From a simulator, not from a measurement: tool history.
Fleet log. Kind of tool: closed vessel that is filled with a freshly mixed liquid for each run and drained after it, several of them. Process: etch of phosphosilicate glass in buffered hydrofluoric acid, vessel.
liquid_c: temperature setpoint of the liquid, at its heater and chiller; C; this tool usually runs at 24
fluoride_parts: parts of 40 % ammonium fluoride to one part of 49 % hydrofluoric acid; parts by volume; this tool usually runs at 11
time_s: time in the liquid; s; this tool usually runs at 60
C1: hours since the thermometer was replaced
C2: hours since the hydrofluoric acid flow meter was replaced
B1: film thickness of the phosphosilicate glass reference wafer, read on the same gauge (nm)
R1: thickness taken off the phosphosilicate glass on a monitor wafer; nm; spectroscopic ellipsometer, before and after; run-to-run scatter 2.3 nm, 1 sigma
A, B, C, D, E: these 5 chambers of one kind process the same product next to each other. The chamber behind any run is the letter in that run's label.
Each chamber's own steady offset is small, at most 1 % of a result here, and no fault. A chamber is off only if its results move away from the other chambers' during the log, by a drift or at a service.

{"run": "1A", "day": 0.188, "liquid_c": 24, "fluoride_parts": 11, "time_s": 60, "C1": 2795, "C2": 159.7, "B1": 140, "R1": 291.92}
{"run": "2C", "day": 0.325, "liquid_c": 24, "fluoride_parts": 11, "time_s": 60, "C1": 682.5, "C2": 1553.8, "B1": 140, "R1": 281.8}
{"run": "3D", "day": 0.533, "liquid_c": 24, "fluoride_parts": 11, "time_s": 60, "C1": 556.8, "C2": 302.8, "B1": 139.99, "R1": 286.92}
{"run": "4B", "day": 0.788, "liquid_c": 24, "fluoride_parts": 11, "time_s": 60, "C1": 335.3, "C2": 695.8, "B1": 139.97, "R1": 283.26}
{"run": "5E", "day": 0.929, "liquid_c": 24, "fluoride_parts": 11, "time_s": 60, "C1": 1634.7, "C2": 279.5, "B1": 139.97, "R1": 284.32}
{"run": "6B", "day": 1.054, "liquid_c": 24, "fluoride_parts": 11, "time_s": 45, "C1": 341.7, "C2": 702.2, "B1": 139.99, "R1": 212.16}
{"run": "7C", "day": 1.317, "liquid_c": 24, "fluoride_parts": 11, "time_s": 45, "C1": 706.3, "C2": 1577.6, "B1": 140, "R1": 214.23}
{"run": "8E", "day": 1.579, "liquid_c": 24, "fluoride_parts": 11, "time_s": 45, "C1": 1650.3, "C2": 295.1, "B1": 139.99, "R1": 211.24}
{"run": "9D", "day": 1.792, "liquid_c": 24, "fluoride_parts": 11, "time_s": 45, "C1": 587, "C2": 333, "B1": 139.98, "R1": 210.91}
{"run": "10A", "day": 1.975, "liquid_c": 24, "fluoride_parts": 11, "time_s": 45, "C1": 2837.9, "C2": 202.6, "B1": 140.02, "R1": 219.72}
{"day": 2.017, "done": "chamber A: thermometer replaced"}
{"run": "11A", "day": 2.171, "liquid_c": 24, "fluoride_parts": 11, "time_s": 60, "C1": 3.7, "C2": 207.3, "B1": 140, "R1": 284.52}
{"run": "12C", "day": 2.338, "liquid_c": 26, "fluoride_parts": 11, "time_s": 60, "C1": 730.8, "C2": 1602.1, "B1": 140.02, "R1": 315.36}
{"run": "13B", "day": 2.542, "liquid_c": 26, "fluoride_parts": 11, "time_s": 60, "C1": 377.4, "C2": 737.9, "B1": 139.99, "R1": 316.5}
{"run": "14D", "day": 2.671, "liquid_c": 26, "fluoride_parts": 11, "time_s": 60, "C1": 608.1, "C2": 354.1, "B1": 139.99, "R1": 320.49}
{"run": "15E", "day": 2.804, "liquid_c": 26, "fluoride_parts": 11, "time_s": 60, "C1": 1679.7, "C2": 324.5, "B1": 139.98, "R1": 314.63}
{"run": "16B", "day": 2.967, "liquid_c": 26, "fluoride_parts": 11, "time_s": 60, "C1": 387.6, "C2": 748.1, "B1": 139.98, "R1": 314.12}
{"run": "17D", "day": 3.088, "liquid_c": 24, "fluoride_parts": 11, "time_s": 60, "C1": 618.1, "C2": 364.1, "B1": 139.99, "R1": 292.23}
{"run": "18A", "day": 3.212, "liquid_c": 24, "fluoride_parts": 11, "time_s": 60, "C1": 28.7, "C2": 232.3, "B1": 140.02, "R1": 283.78}
{"run": "19E", "day": 3.479, "liquid_c": 24, "fluoride_parts": 11, "time_s": 60, "C1": 1695.9, "C2": 340.7, "B1": 140.03, "R1": 285.16}
{"run": "20C", "day": 3.612, "liquid_c": 24, "fluoride_parts": 11, "time_s": 60, "C1": 761.4, "C2": 1632.7, "B1": 139.99, "R1": 279.77}
{"run": "21E", "day": 3.746, "liquid_c": 24, "fluoride_parts": 11, "time_s": 60, "C1": 1702.3, "C2": 347.1, "B1": 139.95, "R1": 282.69}
{"run": "22D", "day": 3.933, "liquid_c": 24, "fluoride_parts": 11, "time_s": 60, "C1": 638.4, "C2": 384.4, "B1": 140.02, "R1": 293.24}
{"run": "23B", "day": 4.142, "liquid_c": 24, "fluoride_parts": 11, "time_s": 60, "C1": 415.8, "C2": 776.3, "B1": 140.02, "R1": 287.98}
{"run": "24A", "day": 4.412, "liquid_c": 27.5, "fluoride_parts": 11, "time_s": 60, "C1": 57.5, "C2": 261.1, "B1": 140, "R1": 339.15}
{"run": "25C", "day": 4.679, "liquid_c": 27.5, "fluoride_parts": 11, "time_s": 60, "C1": 787, "C2": 1658.3, "B1": 139.99, "R1": 339.28}
{"run": "26B", "day": 4.9, "liquid_c": 27.5, "fluoride_parts": 11, "time_s": 60, "C1": 434, "C2": 794.5, "B1": 140, "R1": 342.88}
{"run": "27A", "day": 5.079, "liquid_c": 27.5, "fluoride_parts": 11, "time_s": 60, "C1": 73.5, "C2": 277.1, "B1": 140.01, "R1": 342.97}
{"run": "28C", "day": 5.208, "liquid_c": 27.5, "fluoride_parts": 11, "time_s": 60, "C1": 799.7, "C2": 1671, "B1": 140.04, "R1": 343.35}
{"run": "29E", "day": 5.462, "liquid_c": 24, "fluoride_parts": 11, "time_s": 60, "C1": 1743.5, "C2": 388.3, "B1": 140, "R1": 284.46}
{"run": "30D", "day": 5.662, "liquid_c": 20, "fluoride_parts": 11, "time_s": 30, "C1": 679.9, "C2": 425.9, "B1": 140.02, "R1": 121.62}
{"run": "31B", "day": 5.804, "liquid_c": 20, "fluoride_parts": 11, "time_s": 30, "C1": 455.7, "C2": 816.2, "B1": 140, "R1": 115.02}
{"run": "32D", "day": 6.058, "liquid_c": 20, "fluoride_parts": 11, "time_s": 30, "C1": 689.4, "C2": 435.4, "B1": 139.99, "R1": 121.98}
{"run": "33E", "day": 6.275, "liquid_c": 20, "fluoride_parts": 11, "time_s": 30, "C1": 1763, "C2": 407.8, "B1": 140.03, "R1": 113.52}
{"run": "34A", "day": 6.404, "liquid_c": 20, "fluoride_parts": 11, "time_s": 30, "C1": 105.3, "C2": 308.9, "B1": 139.99, "R1": 113.59}
{"run": "35C", "day": 6.662, "liquid_c": 24, "fluoride_parts": 11, "time_s": 60, "C1": 834.6, "C2": 1705.9, "B1": 140, "R1": 283.2}

What goes on in this fleet: one chamber off, a drifting gauge, or nothing beyond the chambers' own small offsets? Name the chamber and the cause, if any.

It is chamber D that slowly wanders off from its peers.
Most likely cause: liquid hotter than its thermometer reads (K) = 1.43.
It could be hard to tell apart here from: hydrofluoric acid flow above the setpoint (%).

Below are 4 candidate recipes for chamber D's next run, each the usual settings with a change, their results shown as question marks. Which of them brings D's results back in line with what the other chambers give on the usual settings?
To be in line, a result may differ from the other chambers' mean on the usual settings by at most: R1 8 nm
{"run": "36D-1", "day": 6.854, "liquid_c": 24.5, "fluoride_parts": 11, "time_s": 60, "R1": "?"}
{"run": "36D-2", "day": 6.854, "liquid_c": 24, "fluoride_parts": 11, "time_s": 55, "R1": "?"}
{"run": "36D-3", "day": 6.854, "liquid_c": 24, "fluoride_parts": 11, "time_s": 65, "R1": "?"}
{"run": "36D-4", "day": 6.854, "liquid_c": 24, "fluoride_parts": 11.5, "time_s": 60, "R1": "?"}

Usual-settings mean across the other chambers: R1 284.2 nm
run=36D-1 R1=316.37
run=36D-2 R1=282.44
run=36D-3 R1=333.79
run=36D-4 R1=295.07
36D-2 is the one that brings the chamber's results back in line with the other chambers.
